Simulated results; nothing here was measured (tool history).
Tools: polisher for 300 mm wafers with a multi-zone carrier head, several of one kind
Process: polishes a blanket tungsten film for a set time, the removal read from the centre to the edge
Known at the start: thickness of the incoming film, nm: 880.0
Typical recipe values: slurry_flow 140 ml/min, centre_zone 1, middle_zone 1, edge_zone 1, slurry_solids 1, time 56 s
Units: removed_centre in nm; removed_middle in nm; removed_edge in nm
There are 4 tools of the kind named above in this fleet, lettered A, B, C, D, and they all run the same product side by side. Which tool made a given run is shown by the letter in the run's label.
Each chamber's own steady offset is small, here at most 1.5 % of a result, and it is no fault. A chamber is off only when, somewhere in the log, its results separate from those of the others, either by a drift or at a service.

{"run": "1D", "hour": 6.0, "slurry_flow": 140, "centre_zone": 1, "middle_zone": 1, "edge_zone": 1, "slurry_solids": 1, "time": 56, "removed_centre": 312.97, "removed_middle": 319.54, "removed_edge": 315.84}
{"run": "2C", "hour": 11.0, "slurry_flow": 140, "centre_zone": 1, "middle_zone": 1, "edge_zone": 1, "slurry_solids": 1, "time": 56, "removed_centre": 313.86, "removed_middle": 312.93, "removed_edge": 313.16}
{"run": "3B", "hour": 16.8, "slurry_flow": 140, "centre_zone": 1, "middle_zone": 1, "edge_zone": 1, "slurry_solids": 1, "time": 56, "removed_centre": 314.63, "removed_middle": 311.39, "removed_edge": 315.01}
{"run": "4A", "hour": 22.0, "slurry_flow": 140, "centre_zone": 1, "middle_zone": 1, "edge_zone": 1, "slurry_solids": 1, "time": 56, "removed_centre": 313.96, "removed_middle": 309.42, "removed_edge": 315.07}
{"hour": 27.7, "done": "chamber C: edge zone pressure recalibrated"}
{"run": "5B", "hour": 28.8, "slurry_flow": 140, "centre_zone": 1, "middle_zone": 1.08, "edge_zone": 1, "slurry_solids": 1, "time": 56, "removed_centre": 310.63, "removed_middle": 329.86, "removed_edge": 319.39}
{"run": "6C", "hour": 33.3, "slurry_flow": 140, "centre_zone": 1, "middle_zone": 1.08, "edge_zone": 1, "slurry_solids": 1, "time": 56, "removed_centre": 319.86, "removed_middle": 337.18, "removed_edge": 314.42}
{"hour": 35.6, "done": "chamber B: worn pad replaced by a new one"}
{"run": "7A", "hour": 38.1, "slurry_flow": 140, "centre_zone": 1, "middle_zone": 1.08, "edge_zone": 1, "slurry_solids": 1, "time": 56, "removed_centre": 314.71, "removed_middle": 336.61, "removed_edge": 312.78}
{"run": "8D", "hour": 41.7, "slurry_flow": 140, "centre_zone": 1, "middle_zone": 1.08, "edge_zone": 1, "slurry_solids": 1, "time": 56, "removed_centre": 310.63, "removed_middle": 342, "removed_edge": 309.98}
{"run": "9B", "hour": 46.3, "slurry_flow": 140, "centre_zone": 1, "middle_zone": 1, "edge_zone": 1, "slurry_solids": 1, "time": 56, "removed_centre": 316.05, "removed_middle": 314.71, "removed_edge": 322.21}
{"run": "10C", "hour": 50.6, "slurry_flow": 140, "centre_zone": 1, "middle_zone": 1, "edge_zone": 1, "slurry_solids": 1, "time": 56, "removed_centre": 313.88, "removed_middle": 317.17, "removed_edge": 315.58}
{"run": "11A", "hour": 55.6, "slurry_flow": 140, "centre_zone": 1, "middle_zone": 1, "edge_zone": 1, "slurry_solids": 1, "time": 56, "removed_centre": 311.98, "removed_middle": 304.38, "removed_edge": 317.35}
{"hour": 57.8, "done": "chamber A: edge zone pressure recalibrated"}
{"run": "12D", "hour": 61.7, "slurry_flow": 140, "centre_zone": 1, "middle_zone": 1, "edge_zone": 1, "slurry_solids": 1, "time": 56, "removed_centre": 303.22, "removed_middle": 316.58, "removed_edge": 312.07}
{"hour": 63.3, "done": "chamber D: worn pad replaced by a new one"}
{"run": "13B", "hour": 65.8, "slurry_flow": 140, "centre_zone": 1, "middle_zone": 1, "edge_zone": 1.04, "slurry_solids": 1, "time": 56, "removed_centre": 309.67, "removed_middle": 311.74, "removed_edge": 332.2}
{"hour": 71.0, "done": "chamber A: worn pad replaced by a new one"}
{"run": "14A", "hour": 71.3, "slurry_flow": 140, "centre_zone": 1, "middle_zone": 1, "edge_zone": 1.04, "slurry_solids": 1, "time": 56, "removed_centre": 314.62, "removed_middle": 309.7, "removed_edge": 320.03}
{"run": "15C", "hour": 75.8, "slurry_flow": 140, "centre_zone": 1, "middle_zone": 1, "edge_zone": 1.04, "slurry_solids": 1, "time": 56, "removed_centre": 317.75, "removed_middle": 312.1, "removed_edge": 317.17}
{"run": "16D", "hour": 80.2, "slurry_flow": 140, "centre_zone": 1, "middle_zone": 1, "edge_zone": 1.04, "slurry_solids": 1, "time": 56, "removed_centre": 304.27, "removed_middle": 308.32, "removed_edge": 315.16}
{"hour": 82.3, "done": "chamber B: worn pad replaced by a new one"}
{"run": "17B", "hour": 83.7, "slurry_flow": 140, "centre_zone": 1, "middle_zone": 1, "edge_zone": 1, "slurry_solids": 1, "time": 56, "removed_centre": 317.08, "removed_middle": 325.49, "removed_edge": 317.07}
{"run": "18A", "hour": 87.7, "slurry_flow": 140, "centre_zone": 1, "middle_zone": 1, "edge_zone": 1, "slurry_solids": 1, "time": 56, "removed_centre": 317.05, "removed_middle": 309.27, "removed_edge": 313.04}
{"run": "19C", "hour": 94.4, "slurry_flow": 140, "centre_zone": 1, "middle_zone": 1, "edge_zone": 1, "slurry_solids": 1, "time": 56, "removed_centre": 311.97, "removed_middle": 322.78, "removed_edge": 315.54}
{"run": "20D", "hour": 98.6, "slurry_flow": 140, "centre_zone": 1, "middle_zone": 1, "edge_zone": 1, "slurry_solids": 1, "time": 56, "removed_centre": 303.99, "removed_middle": 306.51, "removed_edge": 308.08}
{"run": "21C", "hour": 103.7, "slurry_flow": 140, "centre_zone": 1, "middle_zone": 1, "edge_zone": 1, "slurry_solids": 1, "time": 56, "removed_centre": 320.4, "removed_middle": 316.67, "removed_edge": 312.63}
{"run": "22D", "hour": 107.9, "slurry_flow": 140, "centre_zone": 1, "middle_zone": 1, "edge_zone": 1, "slurry_solids": 1, "time": 56, "removed_centre": 301.98, "removed_middle": 304.98, "removed_edge": 307.46}
{"hour": 109.7, "done": "chamber C: worn pad replaced by a new one"}
{"run": "23B", "hour": 113.6, "slurry_flow": 140, "centre_zone": 1, "middle_zone": 1, "edge_zone": 1, "slurry_solids": 1, "time": 56, "removed_centre": 311.74, "removed_middle": 310.99, "removed_edge": 317.93}
{"hour": 116.0, "done": "chamber D: worn pad replaced by a new one"}
{"run": "24A", "hour": 120.6, "slurry_flow": 140, "centre_zone": 1, "middle_zone": 1, "edge_zone": 1, "slurry_solids": 1, "time": 56, "removed_centre": 310.25, "removed_middle": 308.28, "removed_edge": 320.64}
{"run": "25D", "hour": 125.8, "slurry_flow": 140, "centre_zone": 1, "middle_zone": 1, "edge_zone": 1, "slurry_solids": 1, "time": 56, "removed_centre": 292.79, "removed_middle": 305.58, "removed_edge": 303.86}
{"run": "26B", "hour": 130.8, "slurry_flow": 140, "centre_zone": 1, "middle_zone": 0.96, "edge_zone": 1, "slurry_solids": 1, "time": 68, "removed_centre": 383.9, "removed_middle": 363.98, "removed_edge": 385.76}
{"hour": 134.7, "done": "chamber B: worn pad replaced by a new one"}
{"run": "27A", "hour": 134.9, "slurry_flow": 140, "centre_zone": 1, "middle_zone": 0.96, "edge_zone": 1, "slurry_solids": 1, "time": 68, "removed_centre": 381.11, "removed_middle": 349.65, "removed_edge": 385.74}
{"hour": 141.5, "done": "chamber A: worn pad replaced by a new one"}
{"run": "28C", "hour": 141.7, "slurry_flow": 140, "centre_zone": 1, "middle_zone": 0.96, "edge_zone": 1, "slurry_solids": 1, "time": 68, "removed_centre": 387.64, "removed_middle": 376.86, "removed_edge": 379.2}
{"run": "29A", "hour": 147.2, "slurry_flow": 140, "centre_zone": 1, "middle_zone": 0.96, "edge_zone": 1, "slurry_solids": 1, "time": 68, "removed_centre": 384.78, "removed_middle": 360.79, "removed_edge": 374.84}
{"run": "30D", "hour": 151.6, "slurry_flow": 140, "centre_zone": 1, "middle_zone": 1, "edge_zone": 1, "slurry_solids": 1, "time": 56, "removed_centre": 282.67, "removed_middle": 293.56, "removed_edge": 296.54}
{"run": "31C", "hour": 156.0, "slurry_flow": 140, "centre_zone": 1, "middle_zone": 1, "edge_zone": 1.11, "slurry_solids": 1.15, "time": 56, "removed_centre": 326.78, "removed_middle": 329.23, "removed_edge": 338.32}
{"run": "32B", "hour": 162.9, "slurry_flow": 140, "centre_zone": 1, "middle_zone": 1, "edge_zone": 1.11, "slurry_solids": 1.15, "time": 56, "removed_centre": 327.67, "removed_middle": 321.25, "removed_edge": 344.44}
{"run": "33D", "hour": 167.1, "slurry_flow": 140, "centre_zone": 1, "middle_zone": 1, "edge_zone": 1.11, "slurry_solids": 1.15, "time": 56, "removed_centre": 295.69, "removed_middle": 297.19, "removed_edge": 320.27}
{"run": "34A", "hour": 171.2, "slurry_flow": 140, "centre_zone": 1, "middle_zone": 1, "edge_zone": 1.11, "slurry_solids": 1.15, "time": 56, "removed_centre": 323.73, "removed_middle": 322.13, "removed_edge": 343.74}
{"run": "35C", "hour": 175.0, "slurry_flow": 140, "centre_zone": 1, "middle_zone": 1, "edge_zone": 1, "slurry_solids": 1, "time": 56, "removed_centre": 317.97, "removed_middle": 312.81, "removed_edge": 312.03}
{"hour": 178.6, "done": "chamber D: worn pad replaced by a new one"}
{"hour": 180.5, "done": "chamber B: worn pad replaced by a new one"}
{"run": "36B", "hour": 181.5, "slurry_flow": 140, "centre_zone": 1, "middle_zone": 1, "edge_zone": 1, "slurry_solids": 1, "time": 56, "removed_centre": 315.79, "removed_middle": 315.41, "removed_edge": 319.56}
{"run": "37B", "hour": 185.1, "slurry_flow": 140, "centre_zone": 1, "middle_zone": 1, "edge_zone": 1, "slurry_solids": 1, "time": 56, "removed_centre": 311.25, "removed_middle": 311.32, "removed_edge": 315.95}
{"run": "38D", "hour": 189.1, "slurry_flow": 140, "centre_zone": 1, "middle_zone": 1, "edge_zone": 1.05, "slurry_solids": 1, "time": 56, "removed_centre": 275.97, "removed_middle": 283.57, "removed_edge": 300.29}

For the next run the whole fleet of 4 chambers uses the same settings. Give each chamber's results:
{"run": "39A", "hour": 194.3, "slurry_flow": 140, "centre_zone": 0.9, "middle_zone": 1, "edge_zone": 1, "slurry_solids": 1, "time": 56, "removed_centre": "?", "removed_middle": "?", "removed_edge": "?"}
{"run": "39B", "hour": 194.3, "slurry_flow": 140, "centre_zone": 0.9, "middle_zone": 1, "edge_zone": 1, "slurry_solids": 1, "time": 56, "removed_centre": "?", "removed_middle": "?", "removed_edge": "?"}
{"run": "39C", "hour": 194.3, "slurry_flow": 140, "centre_zone": 0.9, "middle_zone": 1, "edge_zone": 1, "slurry_solids": 1, "time": 56, "removed_centre": "?", "removed_middle": "?", "removed_edge": "?"}
{"run": "39D", "hour": 194.3, "slurry_flow": 140, "centre_zone": 0.9, "middle_zone": 1, "edge_zone": 1, "slurry_solids": 1, "time": 56, "removed_centre": "?", "removed_middle": "?", "removed_edge": "?"}

run=39A removed_centre=279.13 removed_middle=308.85 removed_edge=311.37
run=39B removed_centre=280.52 removed_middle=319.2 removed_edge=314.12
run=39C removed_centre=282.18 removed_middle=315.51 removed_edge=313.48
run=39D removed_centre=248.79 removed_middle=288.39 removed_edge=293.26

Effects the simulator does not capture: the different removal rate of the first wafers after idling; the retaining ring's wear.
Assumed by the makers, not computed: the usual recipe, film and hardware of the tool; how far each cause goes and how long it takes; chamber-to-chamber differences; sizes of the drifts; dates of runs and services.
